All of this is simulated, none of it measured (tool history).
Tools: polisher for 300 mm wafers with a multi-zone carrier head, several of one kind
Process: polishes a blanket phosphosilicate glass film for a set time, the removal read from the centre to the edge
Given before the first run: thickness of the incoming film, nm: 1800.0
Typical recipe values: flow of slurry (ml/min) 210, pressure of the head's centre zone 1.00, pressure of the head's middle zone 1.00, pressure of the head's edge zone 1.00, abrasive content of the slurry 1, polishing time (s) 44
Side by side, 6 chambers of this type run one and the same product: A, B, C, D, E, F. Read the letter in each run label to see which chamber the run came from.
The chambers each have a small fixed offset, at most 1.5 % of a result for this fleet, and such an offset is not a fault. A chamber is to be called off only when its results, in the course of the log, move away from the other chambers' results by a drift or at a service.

| run | hour | flow of slurry (ml/min) | pressure of the head's centre zone | pressure of the head's middle zone | pressure of the head's edge zone | abrasive content of the slurry | polishing time (s) | wafers polished on this pad | hours since the slurry nozzle was cleaned | hours since the centre zone pressure was calibrated | hours since the edge zone pressure was calibrated | film removed at the wafer's centre (angstrom) | film removed at mid-radius (angstrom) | film removed at the wafer's edge (angstrom) |
|---|---|---|---|---|---|---|---|---|---|---|---|---|---|---|
| 1C | 4.6 | 210 | 1.00 | 1.00 | 1.00 | 1 | 44 | 459 | 545.1 | 5.0 | 486.8 | 3390.3 | 3465.2 | 3352.3 |
| 2F | 7.3 | 210 | 1.00 | 1.00 | 1.00 | 1 | 44 | 460 | 368.1 | 128.5 | 495.4 | 3429.4 | 3482.4 | 3477.9 |
|  | 7.5 | chamber C: worn pad replaced by a new one |
| 3A | 9.5 | 210 | 1.00 | 1.00 | 1.00 | 1 | 44 | 381 | 258.3 | 1065.1 | 463.5 | 3462.9 | 3428.0 | 3502.6 |
| 4D | 13.4 | 210 | 1.00 | 1.00 | 1.00 | 1 | 44 | 951 | 120.8 | 370.4 | 115.5 | 3448.8 | 3483.6 | 3476.3 |
| 5B | 15.8 | 210 | 1.00 | 1.00 | 1.00 | 1 | 44 | 488 | 40.1 | 475.5 | 323.9 | 3451.2 | 3420.3 | 3488.0 |
| 6E | 19.6 | 210 | 1.00 | 1.00 | 1.00 | 1 | 44 | 534 | 722.8 | 201.1 | 1320.8 | 3449.0 | 3424.0 | 3436.6 |
|  | 19.9 | chamber F: edge zone pressure recalibrated |
| 7F | 22.1 | 230 | 0.89 | 1.00 | 1.00 | 1 | 44 | 616 | 382.9 | 143.3 | 2.2 | 3010.7 | 3536.7 | 3423.1 |
| 8B | 25.4 | 230 | 0.89 | 1.00 | 1.00 | 1 | 44 | 589 | 49.7 | 485.1 | 333.5 | 3085.9 | 3561.3 | 3501.2 |
| 9A | 29.7 | 230 | 0.89 | 1.00 | 1.00 | 1 | 44 | 595 | 278.5 | 1085.3 | 483.7 | 3050.0 | 3466.1 | 3481.0 |
|  | 31.3 | chamber D: worn pad replaced by a new one |
| 10C | 33.1 | 230 | 0.89 | 1.00 | 1.00 | 1 | 44 | 271 | 573.6 | 33.5 | 515.3 | 3003.8 | 3474.1 | 3458.8 |
| 11E | 35.5 | 230 | 0.89 | 1.00 | 1.00 | 1 | 44 | 702 | 738.7 | 217.0 | 1336.7 | 3078.5 | 3518.8 | 3542.8 |
| 12D | 39.2 | 230 | 0.89 | 1.00 | 1.00 | 1 | 44 | 83 | 146.6 | 396.2 | 141.3 | 3123.2 | 3416.6 | 3505.5 |
| 13D | 41.7 | 210 | 1.00 | 1.00 | 1.00 | 1 | 44 | 110 | 149.1 | 398.7 | 143.8 | 3452.8 | 3427.2 | 3455.8 |
|  | 41.8 | chamber B: worn pad replaced by a new one |
| 14B | 46.4 | 210 | 1.00 | 1.00 | 1.00 | 1 | 44 | 49 | 70.7 | 506.1 | 354.5 | 3536.6 | 3603.5 | 3508.8 |
| 15C | 50.2 | 210 | 1.00 | 1.00 | 1.00 | 1 | 44 | 452 | 590.7 | 50.6 | 532.4 | 3439.4 | 3420.6 | 3351.7 |
| 16A | 52.3 | 210 | 1.00 | 1.00 | 1.00 | 1 | 44 | 834 | 301.1 | 1107.9 | 506.3 | 3388.4 | 3406.4 | 3387.1 |
|  | 54.7 | chamber C: worn pad replaced by a new one |
| 17F | 56.9 | 210 | 1.00 | 1.00 | 1.00 | 1 | 44 | 984 | 417.7 | 178.1 | 37.0 | 3423.8 | 3488.5 | 3445.0 |
|  | 57.8 | chamber A: edge zone pressure recalibrated |
| 18E | 61.6 | 210 | 1.00 | 1.00 | 1.00 | 1 | 44 | 978 | 764.8 | 243.1 | 1362.8 | 3457.4 | 3487.8 | 3430.9 |
| 19F | 64.0 | 210 | 1.00 | 1.00 | 1.00 | 1 | 44 | 1059 | 424.8 | 185.2 | 44.1 | 3409.0 | 3520.2 | 3391.9 |
| 20B | 66.5 | 210 | 1.00 | 1.00 | 1.00 | 1 | 44 | 261 | 90.8 | 526.2 | 374.6 | 3431.5 | 3463.9 | 3442.2 |
|  | 67.8 | chamber A: worn pad replaced by a new one |
| 21E | 70.1 | 210 | 1.00 | 1.00 | 1.00 | 1 | 44 | 1068 | 773.3 | 251.6 | 1371.3 | 3437.2 | 3453.7 | 3428.1 |
|  | 70.6 | chamber F: worn pad replaced by a new one |
| 22C | 73.3 | 210 | 1.00 | 1.00 | 1.00 | 1 | 44 | 197 | 613.8 | 73.7 | 555.5 | 3448.8 | 3381.4 | 3390.1 |
| 23D | 76.4 | 210 | 1.00 | 1.00 | 1.00 | 1 | 44 | 477 | 183.8 | 433.4 | 178.5 | 3465.8 | 3349.2 | 3435.2 |
|  | 80.5 | chamber B: edge zone pressure recalibrated |
| 24A | 80.5 | 210 | 1.11 | 1.00 | 1.00 | 1 | 44 | 134 | 329.3 | 1136.1 | 22.8 | 3807.1 | 3399.7 | 3436.3 |
| 25F | 84.1 | 210 | 1.11 | 1.00 | 1.00 | 1 | 44 | 143 | 444.9 | 205.3 | 64.2 | 3834.0 | 3368.3 | 3453.4 |
| 26E | 88.2 | 210 | 1.11 | 1.00 | 1.00 | 1 | 44 | 1259 | 791.4 | 269.7 | 1389.4 | 3828.2 | 3443.3 | 3422.0 |
|  | 90.7 | chamber E: worn pad replaced by a new one |
|  | 92.3 | chamber E: slurry nozzle cleaned |
| 27D | 92.9 | 210 | 1.11 | 1.00 | 1.00 | 1 | 44 | 651 | 200.3 | 449.9 | 195.0 | 3869.3 | 3514.6 | 3459.6 |
|  | 95.7 | chamber A: centre zone pressure recalibrated |
| 28A | 97.3 | 210 | 1.11 | 1.00 | 1.00 | 1 | 44 | 311 | 346.1 | 1.7 | 39.6 | 3673.0 | 3350.0 | 3358.2 |
| 29B | 100.1 | 210 | 1.11 | 1.00 | 1.00 | 1 | 44 | 617 | 124.4 | 559.8 | 19.6 | 3902.0 | 3426.6 | 3498.5 |
| 30C | 103.2 | 210 | 1.00 | 1.00 | 1.00 | 1 | 44 | 513 | 643.7 | 103.6 | 585.4 | 3393.6 | 3523.2 | 3350.5 |
|  | 105.9 | chamber C: worn pad replaced by a new one |
| 31B | 107.3 | 210 | 1.00 | 1.00 | 1.00 | 1 | 44 | 693 | 131.6 | 567.0 | 26.8 | 3417.7 | 3434.3 | 3446.5 |
| 32E | 111.4 | 210 | 1.00 | 0.94 | 1.05 | 1 | 44 | 219 | 19.1 | 292.9 | 1412.6 | 3428.0 | 3283.6 | 3559.4 |
| 33F | 116.0 | 210 | 1.00 | 0.94 | 1.05 | 1 | 44 | 480 | 476.8 | 237.2 | 96.1 | 3362.4 | 3255.3 | 3476.4 |
|  | 116.9 | chamber B: worn pad replaced by a new one |
| 34A | 119.2 | 210 | 1.00 | 0.94 | 1.05 | 1 | 44 | 543 | 368.0 | 23.6 | 61.5 | 3236.3 | 3056.1 | 3405.1 |
| 35C | 122.9 | 210 | 1.00 | 0.94 | 1.05 | 1 | 44 | 180 | 663.4 | 123.3 | 605.1 | 3397.4 | 3204.8 | 3454.4 |
| 36D | 126.1 | 210 | 1.00 | 0.94 | 1.05 | 1 | 44 | 1002 | 233.5 | 483.1 | 228.2 | 3428.2 | 3199.8 | 3630.3 |
| 37B | 129.2 | 210 | 1.00 | 0.94 | 1.05 | 1 | 44 | 130 | 153.5 | 588.9 | 48.7 | 3489.3 | 3238.5 | 3523.1 |
|  | 132.3 | chamber C: slurry nozzle cleaned |
| 38A | 132.4 | 210 | 1.00 | 1.00 | 1.00 | 1 | 44 | 683 | 381.2 | 36.8 | 74.7 | 3287.1 | 3289.6 | 3315.4 |
| 39C | 136.8 | 245 | 1.00 | 1.00 | 1.00 | 1 | 52 | 327 | 4.5 | 137.2 | 619.0 | 4069.7 | 4160.7 | 4140.9 |
| 40D | 141.4 | 245 | 1.00 | 1.00 | 1.00 | 1 | 52 | 1164 | 248.8 | 498.4 | 243.5 | 4179.1 | 4047.5 | 4145.6 |
| 41E | 144.3 | 245 | 1.00 | 1.00 | 1.00 | 1 | 52 | 566 | 52.0 | 325.8 | 1445.5 | 4105.5 | 4228.1 | 4171.4 |
| 42F | 148.4 | 245 | 1.00 | 1.00 | 1.00 | 1 | 52 | 823 | 509.2 | 269.6 | 128.5 | 4066.6 | 4188.3 | 4091.7 |

Next, every chamber runs the same settings. What will each give?
| 43A | 151.8 | 210 | 1.00 | 1.00 | 1.00 | 1 | 44 |  |  |  |  | ? | ? | ? |
| 43B | 151.8 | 210 | 1.00 | 1.00 | 1.00 | 1 | 44 |  |  |  |  | ? | ? | ? |
| 43C | 151.8 | 210 | 1.00 | 1.00 | 1.00 | 1 | 44 |  |  |  |  | ? | ? | ? |
| 43D | 151.8 | 210 | 1.00 | 1.00 | 1.00 | 1 | 44 |  |  |  |  | ? | ? | ? |
| 43E | 151.8 | 210 | 1.00 | 1.00 | 1.00 | 1 | 44 |  |  |  |  | ? | ? | ? |
| 43F | 151.8 | 210 | 1.00 | 1.00 | 1.00 | 1 | 44 |  |  |  |  | ? | ? | ? |

| run | film removed at the wafer's centre (angstrom) | film removed at mid-radius (angstrom) | film removed at the wafer's edge (angstrom) |
|---|---|---|---|
| 43A | 3169.7 | 3209.3 | 3255.8 |
| 43B | 3495.5 | 3392.9 | 3457.3 |
| 43C | 3430.0 | 3433.8 | 3410.5 |
| 43D | 3489.7 | 3413.4 | 3442.4 |
| 43E | 3443.4 | 3460.3 | 3414.1 |
| 43F | 3422.2 | 3494.6 | 3415.4 |
